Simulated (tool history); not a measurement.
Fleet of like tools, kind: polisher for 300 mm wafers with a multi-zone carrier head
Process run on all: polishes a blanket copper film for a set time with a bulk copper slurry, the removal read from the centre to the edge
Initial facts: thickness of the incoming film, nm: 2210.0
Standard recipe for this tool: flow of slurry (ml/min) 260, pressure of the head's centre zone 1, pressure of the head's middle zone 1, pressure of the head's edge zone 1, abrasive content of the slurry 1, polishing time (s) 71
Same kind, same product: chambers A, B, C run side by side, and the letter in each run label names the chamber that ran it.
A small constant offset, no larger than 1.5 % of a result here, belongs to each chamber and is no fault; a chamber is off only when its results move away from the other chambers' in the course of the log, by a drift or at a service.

| run | hour | flow of slurry (ml/min) | pressure of the head's centre zone | pressure of the head's middle zone | pressure of the head's edge zone | abrasive content of the slurry | polishing time (s) | film removed at the wafer's centre (angstrom) | film removed at mid-radius (angstrom) | film removed at the wafer's edge (angstrom) |
|---|---|---|---|---|---|---|---|---|---|---|
|  | 1 | chamber C: edge zone pressure recalibrated |
| 1A | 3.7 | 260 | 1 | 1 | 1 | 1 | 71 | 8080.6 | 8155 | 8165.5 |
|  | 5.8 | chamber C: worn pad replaced by a new one |
| 2B | 5.9 | 260 | 1 | 1 | 1 | 1 | 71 | 8279.3 | 8199.4 | 8157.1 |
| 3C | 9.6 | 260 | 1 | 1 | 1 | 1 | 71 | 8085.3 | 8294.3 | 8397.9 |
| 4C | 12.3 | 260 | 1 | 1 | 1 | 1 | 71 | 8196.9 | 8209.5 | 8267 |
| 5B | 16.5 | 260 | 1 | 1 | 1 | 1 | 71 | 8133.6 | 8200.1 | 8221.8 |
|  | 20.3 | chamber B: worn pad replaced by a new one |
| 6A | 21.2 | 260 | 1 | 1 | 1 | 1 | 71 | 8224.7 | 8267.9 | 8041 |
|  | 21.9 | chamber A: worn pad replaced by a new one |
| 7C | 24.5 | 260 | 1 | 1 | 1 | 1 | 71 | 8074.9 | 8134 | 8271.8 |
|  | 27 | chamber C: centre zone pressure recalibrated |
| 8A | 27.8 | 260 | 1 | 1 | 1 | 1 | 71 | 8075.2 | 8061.4 | 8232.3 |
| 9B | 32.4 | 260 | 1 | 1 | 1 | 1 | 71 | 8215.5 | 8271.4 | 8149.2 |
| 10C | 36.6 | 260 | 1 | 1 | 1 | 1 | 71 | 8141 | 8263.4 | 8199.4 |
|  | 38.3 | chamber C: slurry nozzle cleaned |
| 11A | 39.4 | 260 | 1 | 1 | 1 | 1 | 71 | 8084.4 | 8094.4 | 8138.2 |
| 12B | 42.2 | 260 | 1 | 1 | 1 | 1 | 71 | 8314.4 | 7983.9 | 8079.7 |
| 13B | 46.4 | 260 | 1 | 1 | 1 | 1 | 71 | 8132.9 | 8038.6 | 8218.7 |
| 14C | 50.6 | 260 | 1 | 1 | 1 | 1 | 71 | 8199.7 | 8085.8 | 8329.7 |
| 15A | 55.4 | 260 | 1 | 1 | 1 | 1 | 71 | 8140.9 | 8317.6 | 8249.4 |
| 16C | 58.8 | 260 | 1 | 1 | 1 | 1 | 71 | 8157.2 | 7974.8 | 8231.4 |
| 17A | 61.8 | 260 | 1 | 1 | 1 | 1 | 71 | 8115.7 | 8059.5 | 8177 |
| 18B | 63.9 | 260 | 1 | 1 | 1 | 1 | 71 | 8046.8 | 8056.5 | 8188.9 |
| 19C | 67.9 | 260 | 1 | 1 | 1 | 1 | 71 | 8130.2 | 8041.3 | 8220.1 |
|  | 68.8 | chamber C: worn pad replaced by a new one |
| 20A | 72.6 | 260 | 1 | 1 | 1 | 1 | 71 | 8230.3 | 8185.8 | 8227.6 |
| 21B | 76.7 | 260 | 1 | 1 | 1 | 1 | 71 | 8218.9 | 7972.7 | 8236.1 |
| 22C | 81.3 | 260 | 1 | 1 | 1 | 1 | 71 | 8197.2 | 8111.7 | 8237.3 |
|  | 85.7 | chamber B: worn pad replaced by a new one |
|  | 85.8 | chamber A: centre zone pressure recalibrated |
| 23A | 86.2 | 260 | 1 | 1 | 1 | 1 | 71 | 8837.6 | 8072.5 | 8192.5 |
| 24B | 89.2 | 260 | 1 | 1 | 1 | 1 | 71 | 8289.8 | 8075.1 | 8278.2 |
|  | 90.5 | chamber A: worn pad replaced by a new one |
| 25B | 91.5 | 260 | 1 | 1 | 1 | 1 | 71 | 8062.5 | 8080.8 | 8177.7 |
| 26C | 95.4 | 260 | 1 | 1 | 1 | 1 | 71 | 8154 | 8260.3 | 8312.1 |
| 27A | 100 | 260 | 1 | 1 | 1 | 1 | 71 | 8828.9 | 8030.1 | 8395.4 |
| 28B | 103.5 | 260 | 1 | 1 | 1 | 1 | 71 | 8122.3 | 8076 | 8388.7 |
| 29C | 106.3 | 260 | 1 | 1 | 1 | 1 | 71 | 8186.3 | 8206.4 | 8180.5 |
| 30A | 109.3 | 260 | 1 | 1 | 1 | 1 | 71 | 8832 | 8026.5 | 8273.5 |
| 31C | 113.4 | 260 | 1 | 1 | 1 | 1.3 | 71 | 8670.6 | 8610.4 | 8637.9 |
| 32A | 116.5 | 260 | 1 | 1 | 1 | 1.3 | 71 | 9240.4 | 8691.1 | 8623.6 |
| 33B | 120.6 | 260 | 1 | 1 | 1 | 1.3 | 71 | 8853.8 | 8722.6 | 8690.2 |
| 34A | 124.5 | 260 | 1 | 1 | 1 | 1 | 71 | 8641.5 | 8084.8 | 8205.5 |
| 35B | 129.4 | 260 | 1 | 1 | 1 | 1 | 71 | 8147.9 | 8218.9 | 8114.6 |
| 36C | 133.9 | 260 | 1 | 1 | 1 | 1 | 71 | 8124.8 | 8190.9 | 8394.6 |
| 37A | 137.1 | 260 | 1 | 1 | 1 | 1 | 71 | 8864.3 | 8149.1 | 8167.1 |
| 38C | 140.7 | 260 | 1 | 1 | 1 | 1 | 71 | 8037.5 | 8042.6 | 8248.8 |
| 39B | 145.3 | 260 | 1 | 1 | 1.07 | 1 | 50 | 5778.5 | 5830.9 | 5908.1 |
|  | 148.6 | chamber C: worn pad replaced by a new one |
| 40C | 148.8 | 260 | 1 | 1 | 1.07 | 1 | 50 | 5766 | 5736.7 | 5907.5 |
| 41B | 151.6 | 260 | 1 | 1 | 1.07 | 1 | 50 | 5760.2 | 5807 | 5900.7 |
| 42A | 154.5 | 260 | 1 | 1 | 1 | 1 | 71 | 8703.3 | 8228.4 | 8290.5 |
| 43B | 156.8 | 260 | 0.96 | 1 | 1 | 1.2 | 71 | 8195.1 | 8420 | 8545.9 |

For the next run the whole fleet of 3 chambers uses the same settings. Give each chamber's results:
| 44A | 160.4 | 260 | 1 | 0.88 | 1 | 1 | 71 | ? | ? | ? |
| 44B | 160.4 | 260 | 1 | 0.88 | 1 | 1 | 71 | ? | ? | ? |
| 44C | 160.4 | 260 | 1 | 0.88 | 1 | 1 | 71 | ? | ? | ? |

| run | film removed at the wafer's centre (angstrom) | film removed at mid-radius (angstrom) | film removed at the wafer's edge (angstrom) |
|---|---|---|---|
| 44A | 8784 | 7209.7 | 8091.4 |
| 44B | 8162.6 | 7164.9 | 8208 |
| 44C | 8074.3 | 7132.8 | 8216.1 |
